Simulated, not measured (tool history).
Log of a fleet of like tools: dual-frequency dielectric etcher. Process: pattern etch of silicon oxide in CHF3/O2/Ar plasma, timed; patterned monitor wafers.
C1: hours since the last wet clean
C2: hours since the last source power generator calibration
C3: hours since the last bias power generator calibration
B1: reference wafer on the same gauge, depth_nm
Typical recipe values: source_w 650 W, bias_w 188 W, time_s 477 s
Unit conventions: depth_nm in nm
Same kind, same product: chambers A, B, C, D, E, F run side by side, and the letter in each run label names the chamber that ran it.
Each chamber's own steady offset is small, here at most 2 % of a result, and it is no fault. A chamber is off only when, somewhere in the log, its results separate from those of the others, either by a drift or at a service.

run 1D hour=4.5 | source_w=650 bias_w=188 time_s=477 | C1=377.3 C2=3143.1 C3=983.7 | B1=1004.5 | depth_nm=988.32
run 2E hour=6.9 | source_w=650 bias_w=188 time_s=477 | C1=296.4 C2=3147.4 C3=3181.9 | B1=1004.7 | depth_nm=991.12
run 3F hour=10.8 | source_w=650 bias_w=188 time_s=477 | C1=448.9 C2=2210 C3=2057.5 | B1=1005 | depth_nm=969.09
run 4A hour=15.4 | source_w=650 bias_w=188 time_s=477 | C1=98.9 C2=294.6 C3=4496.5 | B1=1004.6 | depth_nm=982.27
run 5C hour=18.1 | source_w=650 bias_w=188 time_s=477 | C1=354.3 C2=2460.1 C3=3164.1 | B1=1004.7 | depth_nm=990.93
-- hour=20 chamber E: source power generator calibrated
run 6B hour=23.2 | source_w=650 bias_w=188 time_s=477 | C1=316.4 C2=3504.8 C3=2863 | B1=1004.5 | depth_nm=992.4
run 7A hour=25.7 | source_w=650 bias_w=188 time_s=477 | C1=109.2 C2=304.9 C3=4506.8 | B1=1004.7 | depth_nm=978.7
run 8E hour=29.4 | source_w=650 bias_w=188 time_s=477 | C1=318.9 C2=9.4 C3=3204.4 | B1=1004.4 | depth_nm=983.12
run 9F hour=31.7 | source_w=650 bias_w=188 time_s=477 | C1=469.8 C2=2230.9 C3=2078.4 | B1=1005.1 | depth_nm=972.83
run 10D hour=36.2 | source_w=650 bias_w=188 time_s=477 | C1=409 C2=3174.8 C3=1015.4 | B1=1005.2 | depth_nm=987.75
run 11C hour=41.5 | source_w=650 bias_w=188 time_s=477 | C1=377.7 C2=2483.5 C3=3187.5 | B1=1004.8 | depth_nm=991.76
run 12B hour=45.4 | source_w=650 bias_w=188 time_s=477 | C1=338.6 C2=3527 C3=2885.2 | B1=1004.5 | depth_nm=984.2
run 13B hour=48.9 | source_w=650 bias_w=188 time_s=477 | C1=342.1 C2=3530.5 C3=2888.7 | B1=1004.2 | depth_nm=988.82
run 14E hour=54.3 | source_w=650 bias_w=188 time_s=477 | C1=343.8 C2=34.3 C3=3229.3 | B1=1005.5 | depth_nm=987.09
run 15F hour=58.8 | source_w=510 bias_w=188 time_s=477 | C1=496.9 C2=2258 C3=2105.5 | B1=1005.6 | depth_nm=881.94
run 16A hour=63.4 | source_w=510 bias_w=188 time_s=477 | C1=146.9 C2=342.6 C3=4544.5 | B1=1005.6 | depth_nm=888.3
run 17C hour=66.2 | source_w=510 bias_w=188 time_s=477 | C1=402.4 C2=2508.2 C3=3212.2 | B1=1004.3 | depth_nm=901.8
-- hour=66.4 chamber F: wet clean of the chamber
run 18D hour=68.9 | source_w=510 bias_w=188 time_s=477 | C1=441.7 C2=3207.5 C3=1048.1 | B1=1004.9 | depth_nm=895.9
run 19B hour=74 | source_w=510 bias_w=188 time_s=477 | C1=367.2 C2=3555.6 C3=2913.8 | B1=1005 | depth_nm=900.23
run 20C hour=77.7 | source_w=510 bias_w=188 time_s=477 | C1=413.9 C2=2519.7 C3=3223.7 | B1=1004.5 | depth_nm=899.42
run 21E hour=81.5 | source_w=650 bias_w=188 time_s=477 | C1=371 C2=61.5 C3=3256.5 | B1=1005.1 | depth_nm=980.44
run 22A hour=84.6 | source_w=650 bias_w=188 time_s=477 | C1=168.1 C2=363.8 C3=4565.7 | B1=1004.3 | depth_nm=969.66
run 23D hour=89.6 | source_w=650 bias_w=188 time_s=477 | C1=462.4 C2=3228.2 C3=1068.8 | B1=1006.2 | depth_nm=989.18
run 24F hour=93.5 | source_w=650 bias_w=188 time_s=477 | C1=27.2 C2=2292.7 C3=2140.2 | B1=1005.7 | depth_nm=971.68
run 25C hour=98.8 | source_w=650 bias_w=188 time_s=477 | C1=435 C2=2540.8 C3=3244.8 | B1=1005.1 | depth_nm=988.6
run 26F hour=102.2 | source_w=510 bias_w=188 time_s=477 | C1=35.9 C2=2301.4 C3=2148.9 | B1=1004.9 | depth_nm=882.66
run 27A hour=104.6 | source_w=510 bias_w=188 time_s=477 | C1=188.1 C2=383.8 C3=4585.7 | B1=1004.9 | depth_nm=882.78
run 28E hour=109 | source_w=510 bias_w=188 time_s=477 | C1=398.5 C2=89 C3=3284 | B1=1004.8 | depth_nm=898.53
run 29D hour=114.3 | source_w=510 bias_w=188 time_s=477 | C1=487.1 C2=3252.9 C3=1093.5 | B1=1005.4 | depth_nm=900.55
run 30B hour=117.8 | source_w=510 bias_w=188 time_s=477 | C1=411 C2=3599.4 C3=2957.6 | B1=1005 | depth_nm=901.77
run 31D hour=121.1 | source_w=510 bias_w=188 time_s=477 | C1=493.9 C2=3259.7 C3=1100.3 | B1=1004.8 | depth_nm=899.46
-- hour=121.9 chamber B: wet clean of the chamber
run 32F hour=123.4 | source_w=650 bias_w=188 time_s=477 | C1=57.1 C2=2322.6 C3=2170.1 | B1=1005 | depth_nm=969.92
run 33A hour=126.7 | source_w=650 bias_w=188 time_s=477 | C1=210.2 C2=405.9 C3=4607.8 | B1=1004.9 | depth_nm=955.08
run 34C hour=130 | source_w=650 bias_w=188 time_s=477 | C1=466.2 C2=2572 C3=3276 | B1=1005 | depth_nm=988.03
run 35B hour=134.2 | source_w=650 bias_w=188 time_s=477 | C1=12.4 C2=3615.8 C3=2974 | B1=1005.2 | depth_nm=987.88
-- hour=137.9 chamber E: wet clean of the chamber
run 36E hour=139.3 | source_w=650 bias_w=188 time_s=477 | C1=1.5 C2=119.3 C3=3314.3 | B1=1005.2 | depth_nm=984.54
run 37D hour=143.4 | source_w=650 bias_w=188 time_s=477 | C1=516.2 C2=3282 C3=1122.6 | B1=1005.4 | depth_nm=983.31
run 38C hour=146.9 | source_w=650 bias_w=188 time_s=477 | C1=483.1 C2=2588.9 C3=3292.9 | B1=1004.9 | depth_nm=991.58
run 39A hour=150.1 | source_w=650 bias_w=188 time_s=477 | C1=233.6 C2=429.3 C3=4631.2 | B1=1006 | depth_nm=951.17
run 40B hour=153.4 | source_w=650 bias_w=188 time_s=477 | C1=31.6 C2=3635 C3=2993.2 | B1=1005.2 | depth_nm=986.95
run 41F hour=158.8 | source_w=650 bias_w=188 time_s=477 | C1=92.5 C2=2358 C3=2205.5 | B1=1005 | depth_nm=971.57
run 42E hour=163.9 | source_w=500 bias_w=188 time_s=477 | C1=26.1 C2=143.9 C3=3338.9 | B1=1004.6 | depth_nm=891.22

What goes on in this fleet: one chamber off, a drifting gauge, or nothing beyond the chambers' own small offsets? Name the chamber and the cause, if any.

Chamber A drifts away from the others.
Likeliest cause: etch rate under this chamber's usual, % = 3.94.

Which of the 4 candidates below, each the usual settings with something changed and its results left as question marks, puts chamber A back in line with what the other chambers give on the usual settings?
Counts as in line when no further than this from what the other chambers average on the usual settings: depth_nm 9.5 nm
run 43A-1 hour=167.7 | source_w=640 bias_w=186 time_s=452 | depth_nm=?
run 43A-2 hour=167.7 | source_w=660 bias_w=190 time_s=502 | depth_nm=?
run 43A-3 hour=167.7 | source_w=640 bias_w=186 time_s=461 | depth_nm=?
run 43A-4 hour=167.7 | source_w=660 bias_w=190 time_s=493 | depth_nm=?

Mean of the other chambers on the usual settings: depth_nm 983.82 nm
run=43A-1 depth_nm=886.99
run=43A-2 depth_nm=1004.1
run=43A-3 depth_nm=904.66
run=43A-4 depth_nm=986.1
With 43A-4, the chamber falls back in line with the rest.

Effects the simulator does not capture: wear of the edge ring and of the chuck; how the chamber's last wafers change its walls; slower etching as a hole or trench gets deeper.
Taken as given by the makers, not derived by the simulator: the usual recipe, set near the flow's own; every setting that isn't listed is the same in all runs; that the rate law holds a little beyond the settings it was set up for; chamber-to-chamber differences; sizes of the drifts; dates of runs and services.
